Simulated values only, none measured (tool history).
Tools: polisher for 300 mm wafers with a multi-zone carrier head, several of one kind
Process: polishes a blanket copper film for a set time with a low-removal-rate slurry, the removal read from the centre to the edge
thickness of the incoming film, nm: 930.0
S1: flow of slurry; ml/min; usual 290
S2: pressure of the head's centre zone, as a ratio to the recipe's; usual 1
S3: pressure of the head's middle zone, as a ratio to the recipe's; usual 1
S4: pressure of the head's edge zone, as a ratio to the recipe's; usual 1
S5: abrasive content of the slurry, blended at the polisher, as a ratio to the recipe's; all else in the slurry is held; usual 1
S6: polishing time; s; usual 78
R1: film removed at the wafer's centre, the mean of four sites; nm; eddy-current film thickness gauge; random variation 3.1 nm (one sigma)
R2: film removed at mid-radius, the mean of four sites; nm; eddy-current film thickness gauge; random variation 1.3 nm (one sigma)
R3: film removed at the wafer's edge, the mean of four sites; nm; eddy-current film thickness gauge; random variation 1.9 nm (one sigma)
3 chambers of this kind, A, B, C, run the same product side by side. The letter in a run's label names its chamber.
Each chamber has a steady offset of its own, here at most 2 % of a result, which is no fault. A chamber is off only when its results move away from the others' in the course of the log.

run   hour   S1    S2    S3  S4    S5  S6      R1      R2      R3
       8.4  -- chamber C: worn pad replaced by a new one
 1B    9.3  290     1     1   1     1  78  212.63  211.94  213.67
 2A   18.5  290     1     1   1     1  78  209.37  206.59  207.67
 3C   27.2  290     1     1   1     1  78  205.69  210.55  210.76
 4B   37.5  290     1     1   1     1  78  211.87  209.97  213.46
 5A   46.2  290     1     1   1     1  78  207.78   208.5  208.79
 6C   60.3  290     1     1   1     1  78  209.69  211.37  207.38
 7A   67.6  290     1     1   1     1  78  208.27   208.2  207.19
 8C   83.8  290     1     1   1     1  78  207.35  212.58  209.31
 9B   96.2  290  1.05     1   1   0.9  78  221.37  205.85  204.54
10A  109.6  290  1.05     1   1   0.9  78  209.58   204.6  200.23
     116.7  -- chamber A: worn pad replaced by a new one
11C  118.2  290  1.05     1   1   0.9  78  212.69  205.92  208.52
     118.7  -- chamber C: worn pad replaced by a new one
12B  132.3  350     1     1   1     1  78  218.51  213.41  212.86
13A  144.6  350     1     1   1     1  78  212.87     212  211.26
     149.9  -- chamber B: worn pad replaced by a new one
14C  156.9  350     1     1   1     1  78  210.38  212.98  210.65
15B  165.3  195     1     1   1  0.75  78  190.04  188.88  188.37
16A  178.4  195     1     1   1  0.75  78  187.82  183.76  189.11
17B  191.4  195     1     1   1  0.75  78  192.57  187.09  189.53
18C  200.7  290     1     1   1     1  63  169.33  170.52  169.28
     200.9  -- chamber C: edge zone pressure recalibrated
19A  212.9  290     1     1   1     1  63  167.23  167.69  167.97
     221.5  -- chamber C: worn pad replaced by a new one
20C  225.3  290     1     1   1     1  63  165.29  172.75  166.28
     232.6  -- chamber A: slurry nozzle cleaned
21B  237.2  290     1     1   1     1  78  213.52  211.53  210.67
22B  251.4  290     1     1   1     1  78  210.85  210.55  208.92
23C  267.5  290     1     1   1     1  78  206.75   209.8  209.35
24A  276.3  290     1     1   1     1  78  207.44  209.04  205.15
25B  285.4  290     1     1   1     1  78  214.81  208.22   211.6
26C  294.1  290     1     1   1     1  78  206.44  211.37  210.35
27A  306.8  290     1     1   1     1  78  206.34  207.24  210.38
     316.6  -- chamber C: worn pad replaced by a new one
28B  321.7  290     1     1   1     1  78   215.1  209.05  209.64
     323.8  -- chamber B: worn pad replaced by a new one
29C  337.5  290     1  1.08   1     1  78  206.56  226.75  211.15
       341  -- chamber A: worn pad replaced by a new one
30A  350.8  290     1  1.08   1     1  78  210.91  224.75   207.5
31C  363.8  290     1  1.08   1     1  78  208.17  224.59  210.77
32B  377.8  290     1     1   1     1  78  212.84  211.17  210.63
33A  391.5  290     1     1   1     1  78     211  207.46  208.89
     392.3  -- chamber A: centre zone pressure recalibrated
34A  400.8  290     1     1   1   0.7  56  137.96  139.76  137.68
35C  410.6  290     1     1   1   0.7  56  139.86  141.85  139.28
36B  420.5  290     1     1   1   0.7  56  139.57  140.63  140.68
37B  434.4  290     1     1   1     1  78   210.5  209.79  213.02
     438.3  -- chamber C: worn pad replaced by a new one
38C  445.1  290     1     1   1     1  78  208.01  210.62   209.8

Is one chamber off against the others, does the gauge drift, or is nothing wrong? If a chamber is off, say which, and what the likeliest cause is.

No chamber stands off beyond its own small offset, and the gauge holds steady.
